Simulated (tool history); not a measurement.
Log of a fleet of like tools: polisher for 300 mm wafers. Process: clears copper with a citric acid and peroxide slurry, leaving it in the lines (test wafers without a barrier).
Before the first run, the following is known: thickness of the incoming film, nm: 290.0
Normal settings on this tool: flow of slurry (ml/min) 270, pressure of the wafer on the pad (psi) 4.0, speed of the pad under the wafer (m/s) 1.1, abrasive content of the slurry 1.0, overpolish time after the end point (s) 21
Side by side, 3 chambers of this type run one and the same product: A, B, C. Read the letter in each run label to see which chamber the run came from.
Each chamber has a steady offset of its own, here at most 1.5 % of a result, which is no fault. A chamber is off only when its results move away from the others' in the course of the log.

| run | hour | flow of slurry (ml/min) | pressure of the wafer on the pad (psi) | speed of the pad under the wafer (m/s) | abrasive content of the slurry | overpolish time after the end point (s) | time until the end point was called (s) | dishing of a wide line in a test structure (Å) |
|---|---|---|---|---|---|---|---|---|
| 1C | 4.7 | 270 | 4.0 | 1.1 | 1.0 | 21 | 109.89 | 313.22 |
| 2A | 7.8 | 270 | 4.0 | 1.1 | 1.0 | 21 | 111.70 | 313.91 |
| 3B | 10.6 | 270 | 4.0 | 1.1 | 1.0 | 21 | 106.62 | 281.31 |
| 4B | 14.0 | 270 | 4.0 | 1.1 | 1.0 | 21 | 109.76 | 298.72 |
| 5C | 16.5 | 270 | 4.0 | 1.1 | 1.0 | 21 | 114.68 | 292.69 |
|  | 18.5 | chamber C: slurry nozzle cleaned |
| 6A | 20.1 | 270 | 4.0 | 1.1 | 1.0 | 21 | 107.87 | 296.23 |
| 7C | 23.8 | 270 | 4.0 | 1.1 | 1.0 | 21 | 110.05 | 307.28 |
| 8B | 26.0 | 270 | 4.0 | 1.1 | 1.0 | 21 | 109.73 | 297.84 |
| 9A | 30.6 | 270 | 4.0 | 1.1 | 1.0 | 21 | 110.12 | 308.13 |
| 10C | 33.4 | 270 | 4.0 | 1.1 | 1.0 | 21 | 110.71 | 302.51 |
| 11A | 38.2 | 270 | 4.0 | 1.1 | 1.0 | 21 | 109.34 | 295.24 |
|  | 39.3 | chamber C: slurry blender recalibrated |
| 12B | 42.1 | 270 | 3.3 | 1.1 | 1.0 | 21 | 134.09 | 259.77 |
| 13C | 45.2 | 270 | 3.3 | 1.1 | 1.0 | 21 | 137.13 | 258.75 |
| 14B | 49.5 | 270 | 3.3 | 1.1 | 1.0 | 21 | 134.09 | 265.07 |
| 15A | 54.5 | 270 | 4.0 | 1.1 | 1.2 | 33 | 103.69 | 395.79 |
| 16C | 58.1 | 270 | 4.0 | 1.1 | 1.2 | 33 | 106.36 | 405.58 |
| 17B | 60.5 | 270 | 4.0 | 1.1 | 1.2 | 33 | 112.21 | 377.98 |
| 18A | 64.6 | 270 | 4.0 | 1.1 | 1.0 | 21 | 109.45 | 314.73 |
|  | 68.5 | chamber A: worn pad replaced by a new one |
| 19A | 68.6 | 270 | 4.0 | 1.1 | 1.0 | 21 | 107.60 | 303.19 |
| 20C | 72.6 | 220 | 4.0 | 1.1 | 1.0 | 21 | 112.17 | 290.68 |
| 21B | 77.3 | 220 | 4.0 | 1.1 | 1.0 | 21 | 119.75 | 277.20 |
| 22C | 81.9 | 220 | 4.0 | 1.1 | 1.0 | 21 | 113.00 | 306.24 |

What goes on in this fleet: one chamber off, a drifting gauge, or nothing beyond the chambers' own small offsets? Name the chamber and the cause, if any.

It is chamber B that slowly wanders off from its peers.
Cause: removal rate lost through wear of the pad, % = 10.9.
With only this log, it may be confused with: head's pressure below its setpoint, %.

Chamber B could run next with any of the 4 candidate recipes listed below; each alters the usual settings, and their results appear as question marks. Which one brings its results back in line with what the other chambers deliver on the usual settings?
Maximum distance from the other chambers' mean on the usual settings for a result to count as in line: time until the end point was called (s) 6.00; dishing of a wide line in a test structure (Å) 25.00
| 23B-1 | 85.4 | 270 | 4.2 | 1.16 | 1.0 | 21 | ? | ? |
| 23B-2 | 85.4 | 265 | 3.6 | 1.00 | 1.0 | 20 | ? | ? |
| 23B-3 | 85.4 | 270 | 3.8 | 1.04 | 1.0 | 21 | ? | ? |
| 23B-4 | 85.4 | 275 | 4.4 | 1.20 | 1.0 | 22 | ? | ? |

Other chambers, usual settings, mean: time until the end point was called (s) 110.43; dishing of a wide line in a test structure (Å) 300.08
| run | time until the end point was called (s) | dishing of a wide line in a test structure (Å) |
|---|---|---|
| 23B-1 | 110.30 | 302.54 |
| 23B-2 | 148.81 | 237.24 |
| 23B-3 | 135.55 | 262.96 |
| 23B-4 | 101.71 | 327.92 |
It is 23B-1 that realigns the chamber with its peers.
